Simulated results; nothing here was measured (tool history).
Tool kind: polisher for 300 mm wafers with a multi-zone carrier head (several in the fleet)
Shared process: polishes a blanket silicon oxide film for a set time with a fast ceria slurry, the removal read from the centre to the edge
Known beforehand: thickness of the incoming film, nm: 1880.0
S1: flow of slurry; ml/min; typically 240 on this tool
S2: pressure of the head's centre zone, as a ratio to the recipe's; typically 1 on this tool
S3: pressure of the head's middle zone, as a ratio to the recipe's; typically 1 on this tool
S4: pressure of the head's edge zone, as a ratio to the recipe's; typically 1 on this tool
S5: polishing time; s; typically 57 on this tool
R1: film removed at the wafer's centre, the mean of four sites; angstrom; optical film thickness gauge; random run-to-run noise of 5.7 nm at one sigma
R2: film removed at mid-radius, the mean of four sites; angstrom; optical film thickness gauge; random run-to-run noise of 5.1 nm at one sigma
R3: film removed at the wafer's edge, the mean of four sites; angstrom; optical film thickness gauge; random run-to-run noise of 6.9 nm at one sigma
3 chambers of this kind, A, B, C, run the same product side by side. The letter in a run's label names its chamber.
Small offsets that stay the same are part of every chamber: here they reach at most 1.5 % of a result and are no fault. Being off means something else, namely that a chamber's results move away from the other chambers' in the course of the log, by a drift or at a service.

run     day   S1    S2    S3    S4  S5      R1      R2      R3
      0.192  -- chamber B: worn pad replaced by a new one
 1A   0.362  240     1     1     1  57    6666    6550  6696.7
      0.871  -- chamber B: slurry nozzle cleaned
 2C   0.971  240     1     1     1  57  6618.2  6574.9  6520.3
 3B   1.354  240     1     1     1  57  6487.3    6540  6450.2
      1.496  -- chamber A: worn pad replaced by a new one
      1.638  -- chamber B: centre zone pressure recalibrated
 4B   1.879  240     1     1     1  57  6493.2  6502.3  6571.3
 5A     2.4  240     1     1     1  57  6621.9  6603.6  6521.2
 6C   2.983  240     1     1     1  57  6549.3  6515.3  6485.6
 7A   3.546  240     1     1     1  57  6671.8  6562.2  6610.8
 8B   3.971  240     1     1     1  57  6502.1  6495.6  6488.3
       4.45  -- chamber C: centre zone pressure recalibrated
 9C   4.588  240     1     1     1  57    6396  6355.6  6314.4
10B   4.858  240     1     1     1  57    6419  6481.2  6424.6
      5.217  -- chamber B: worn pad replaced by a new one
11A   5.292  240     1     1     1  57  6542.9  6604.1  6612.3
12C   5.608  240     1     1     1  57  6314.1    6329  6314.2
13C   5.962  240     1     1     1  57  6357.4  6301.7  6265.1
      6.292  -- chamber A: worn pad replaced by a new one
14B   6.517  240     1     1     1  57    6449    6589  6499.9
15A   6.896  240     1     1     1  57  6614.2  6535.5  6468.7
      6.958  -- chamber C: slurry nozzle cleaned
16A   7.425  240     1  1.12     1  57  6639.6  7274.2  6561.7
17C   7.754  240     1  1.12     1  57  6168.5  6830.5  6029.5
18B   8.175  240     1  1.12     1  57  6396.5  7268.2    6430
19B   8.525  240     1     1     1  57  6541.8    6507  6458.8
20C   9.067  240     1     1     1  57  6139.9  6101.5  5950.3
21A   9.458  240  0.91     1     1  76  7993.7  8790.4  8782.1
22C   9.842  240  0.91     1     1  76  7139.8  8061.9  8045.1
      10.25  -- chamber B: worn pad replaced by a new one
23A  10.288  240  0.91     1     1  76  7881.7  8681.3  8726.1
     10.708  -- chamber B: slurry nozzle cleaned
24B  10.833  240     1     1     1  57  6438.9  6556.1  6538.1
     10.971  -- chamber A: worn pad replaced by a new one
25C  11.146  240     1     1     1  57  5905.8  5964.8  6031.9
26A  11.479  240     1     1     1  57  6578.2  6621.2  6518.3
27B  11.808  240     1     1  1.08  57  6612.6  6505.4  6744.7
28A  12.192  240     1     1  1.08  57  6571.4  6563.7  6843.9

Next, every chamber runs the same settings. What will each give?
29A  12.629  240   1   1  1.06  57   ?   ?   ?
29B  12.629  240   1   1  1.06  57   ?   ?   ?
29C  12.629  240   1   1  1.06  57   ?   ?   ?

run      R1      R2      R3
29A  6572.9    6540  6784.9
29B  6524.5  6527.4    6629
29C  5897.1  5808.9  5977.4
